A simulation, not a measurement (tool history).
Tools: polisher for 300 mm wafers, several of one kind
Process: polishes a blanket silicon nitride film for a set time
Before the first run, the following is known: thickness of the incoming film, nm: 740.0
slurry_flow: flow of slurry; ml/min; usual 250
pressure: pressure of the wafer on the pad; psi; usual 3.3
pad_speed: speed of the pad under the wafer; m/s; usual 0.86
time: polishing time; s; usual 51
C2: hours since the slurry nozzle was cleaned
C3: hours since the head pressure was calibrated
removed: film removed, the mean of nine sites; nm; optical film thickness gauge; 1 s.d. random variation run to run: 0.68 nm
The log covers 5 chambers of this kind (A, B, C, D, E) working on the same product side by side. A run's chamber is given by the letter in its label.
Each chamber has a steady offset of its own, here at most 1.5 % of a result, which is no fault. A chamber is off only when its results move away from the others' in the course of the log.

Run 1C, hour 10.8: usual settings; wafers polished on this pad 212; C2 471.7; C3 672.4. Result: removed 69.084 nm.
At hour 12.1: chamber A: worn pad replaced by a new one.
Run 2D, hour 16.5: usual settings; wafers polished on this pad 942; C2 181.6; C3 363.3. Result: removed 68.714 nm.
At hour 17.2: chamber D: worn pad replaced by a new one.
Run 3B, hour 28.2: usual settings; wafers polished on this pad 580; C2 552.9; C3 894.7. Result: removed 68.824 nm.
Run 4E, hour 40.4: usual settings; wafers polished on this pad 784; C2 407.8; C3 204.4. Result: removed 70.087 nm.
Run 5A, hour 46.7: usual settings; wafers polished on this pad 438; C2 107.6; C3 401.9. Result: removed 68.565 nm.
At hour 47.2: chamber B: worn pad replaced by a new one.
Run 6D, hour 59.9: usual settings; wafers polished on this pad 542; C2 225; C3 406.7. Result: removed 68.609 nm.
At hour 64.7: chamber E: worn pad replaced by a new one.
Run 7A, hour 70.5: usual settings; wafers polished on this pad 740; C2 131.4; C3 425.7. Result: removed 68.812 nm.
At hour 75: chamber D: slurry nozzle cleaned.
At hour 77.1: chamber A: worn pad replaced by a new one.
At hour 77.2: chamber C: worn pad replaced by a new one.
Run 8E, hour 80.4: usual settings; wafers polished on this pad 199; C2 447.8; C3 244.4. Result: removed 70.815 nm.
Run 9C, hour 90.6: usual settings; wafers polished on this pad 170; C2 551.5; C3 752.2. Result: removed 69.444 nm.
At hour 96.3: chamber D: worn pad replaced by a new one.
Run 10B, hour 101.3: usual settings but time 44 s; wafers polished on this pad 685; C2 626; C3 967.8. Result: removed 61.401 nm.
Run 11C, hour 111.3: usual settings but time 44 s; wafers polished on this pad 432; C2 572.2; C3 772.9. Result: removed 58.157 nm.
At hour 120.3: chamber B: worn pad replaced by a new one.
Run 12D, hour 121: usual settings but time 44 s; wafers polished on this pad 314; C2 46.1; C3 467.8. Result: removed 59.161 nm.
Run 13B, hour 130.4: usual settings but time 44 s; wafers polished on this pad 128; C2 655.1; C3 996.9. Result: removed 58.942 nm.
At hour 138.3: chamber E: head pressure recalibrated.
Run 14A, hour 141.3: usual settings but time 44 s; wafers polished on this pad 813; C2 202.2; C3 496.5. Result: removed 57.554 nm.
At hour 145.1: chamber E: worn pad replaced by a new one.
Run 15E, hour 154.6: usual settings; wafers polished on this pad 121; C2 522; C3 16.3. Result: removed 70.454 nm.
At hour 162.6: chamber A: worn pad replaced by a new one.
Run 16A, hour 165.2: usual settings; wafers polished on this pad 33; C2 226.1; C3 520.4. Result: removed 67.579 nm.
At hour 166.7: chamber C: worn pad replaced by a new one.
At hour 170.5: chamber D: worn pad replaced by a new one.
Run 17C, hour 178.4: usual settings; wafers polished on this pad 148; C2 639.3; C3 840. Result: removed 69.365 nm.
Run 18E, hour 185.8: usual settings; wafers polished on this pad 516; C2 553.2; C3 47.5. Result: removed 69.693 nm.
Run 19B, hour 192.9: usual settings; wafers polished on this pad 919; C2 717.6; C3 1059.4. Result: removed 69.286 nm.
At hour 202.4: chamber B: worn pad replaced by a new one.
Run 20D, hour 205.6: usual settings; wafers polished on this pad 444; C2 130.7; C3 552.4. Result: removed 67.845 nm.
Run 21A, hour 217.2: usual settings; wafers polished on this pad 692; C2 278.1; C3 572.4. Result: removed 66.049 nm.
At hour 217.8: chamber C: slurry nozzle cleaned.
Run 22B, hour 224.8: usual settings; wafers polished on this pad 284; C2 749.5; C3 1091.3. Result: removed 70.094 nm.
At hour 226.5: chamber E: worn pad replaced by a new one.
Run 23D, hour 235.9: usual settings; wafers polished on this pad 828; C2 161; C3 582.7. Result: removed 68.146 nm.
Run 24E, hour 242.2: usual settings; wafers polished on this pad 199; C2 609.6; C3 103.9. Result: removed 69.508 nm.
At hour 245: chamber A: worn pad replaced by a new one.
Run 25C, hour 249.6: usual settings; wafers polished on this pad 1050; C2 31.8; C3 911.2. Result: removed 69.738 nm.
At hour 253.4: chamber B: slurry nozzle cleaned.
At hour 256.5: chamber C: worn pad replaced by a new one.
At hour 257.4: chamber D: worn pad replaced by a new one.
Run 26A, hour 258.7: usual settings; wafers polished on this pad 174; C2 319.6; C3 613.9. Result: removed 65.529 nm.
Run 27E, hour 267.2: usual settings; wafers polished on this pad 516; C2 634.6; C3 128.9. Result: removed 69.532 nm.
Run 28D, hour 274.5: usual settings; wafers polished on this pad 217; C2 199.6; C3 621.3. Result: removed 69.634 nm.
Run 29C, hour 285.8: usual settings; wafers polished on this pad 372; C2 68; C3 947.4. Result: removed 68.135 nm.
At hour 286.9: chamber B: worn pad replaced by a new one.
Run 30B, hour 293.5: usual settings; wafers polished on this pad 84; C2 40.1; C3 1160. Result: removed 70.174 nm.
At hour 295: chamber E: worn pad replaced by a new one.
Run 31B, hour 301.4: usual settings but pad_speed 1.1 m/s, time 34 s; wafers polished on this pad 184; C2 48; C3 1167.9. Result: removed 56.459 nm.
Run 32C, hour 314.2: usual settings but pad_speed 1.1 m/s, time 34 s; wafers polished on this pad 732; C2 96.4; C3 975.8. Result: removed 55.39 nm.
Run 33A, hour 321.1: usual settings but pad_speed 1.1 m/s, time 34 s; wafers polished on this pad 965; C2 382; C3 676.3. Result: removed 52.366 nm.
Run 34D, hour 333.4: usual settings but pad_speed 1.1 m/s, time 34 s; wafers polished on this pad 963; C2 258.5; C3 680.2. Result: removed 55.933 nm.
At hour 334.2: chamber D: worn pad replaced by a new one.
Run 35E, hour 341.7: usual settings but pad_speed 1.1 m/s, time 34 s; wafers polished on this pad 592; C2 709.1; C3 203.4. Result: removed 57.311 nm.
At hour 346.4: chamber C: worn pad replaced by a new one.
Run 36D, hour 350.5: usual settings; wafers polished on this pad 207; C2 275.6; C3 697.3. Result: removed 68.071 nm.
Run 37C, hour 363.2: usual settings; wafers polished on this pad 213; C2 145.4; C3 1024.8. Result: removed 69.478 nm.
At hour 364.3: chamber B: worn pad replaced by a new one.
At hour 368.4: chamber E: slurry nozzle cleaned.
At hour 370.4: chamber E: worn pad replaced by a new one.
Run 38E, hour 374.7: usual settings; wafers polished on this pad 55; C2 6.4; C3 236.4. Result: removed 70.485 nm.
Run 39B, hour 381.1: usual settings; wafers polished on this pad 213; C2 127.7; C3 1247.6. Result: removed 69.174 nm.

Does one chamber stand apart from the rest, does the shared gauge drift, or is all well apart from small per-chamber offsets? Give the chamber and the most likely cause, where there is one.

Little by little, chamber A moves away from the other chambers.
Cause: head's pressure below its setpoint, % = 7.35.
The log may not separate it from: slurry flow missing at the pad, %.

Which of the 4 candidates below, each the usual settings with something changed and its results left as question marks, puts chamber A back in line with what the other chambers give on the usual settings?
Counts as in line when no further than this from what the other chambers average on the usual settings: removed 2.4 nm
Run 40A-1, hour 390.6: usual settings but pressure 3.2 psi, pad_speed 0.84 m/s, time 49 s. Result: removed ?.
Run 40A-2, hour 390.6: usual settings but pad_speed 0.9 m/s, time 54 s. Result: removed ?.
Run 40A-3, hour 390.6: usual settings but pressure 3.5 psi, pad_speed 0.9 m/s, time 54 s. Result: removed ?.
Run 40A-4, hour 390.6: usual settings but pressure 3.1 psi, pad_speed 0.82 m/s, time 48 s. Result: removed ?.

Mean of the other chambers on the usual settings: removed 69.187 nm
  run  removed
40A-1   57.421
40A-2   68.982
40A-3   73.156
40A-4   53.447
The answer is 40A-2, which returns the chamber to within the allowed miss of the others.

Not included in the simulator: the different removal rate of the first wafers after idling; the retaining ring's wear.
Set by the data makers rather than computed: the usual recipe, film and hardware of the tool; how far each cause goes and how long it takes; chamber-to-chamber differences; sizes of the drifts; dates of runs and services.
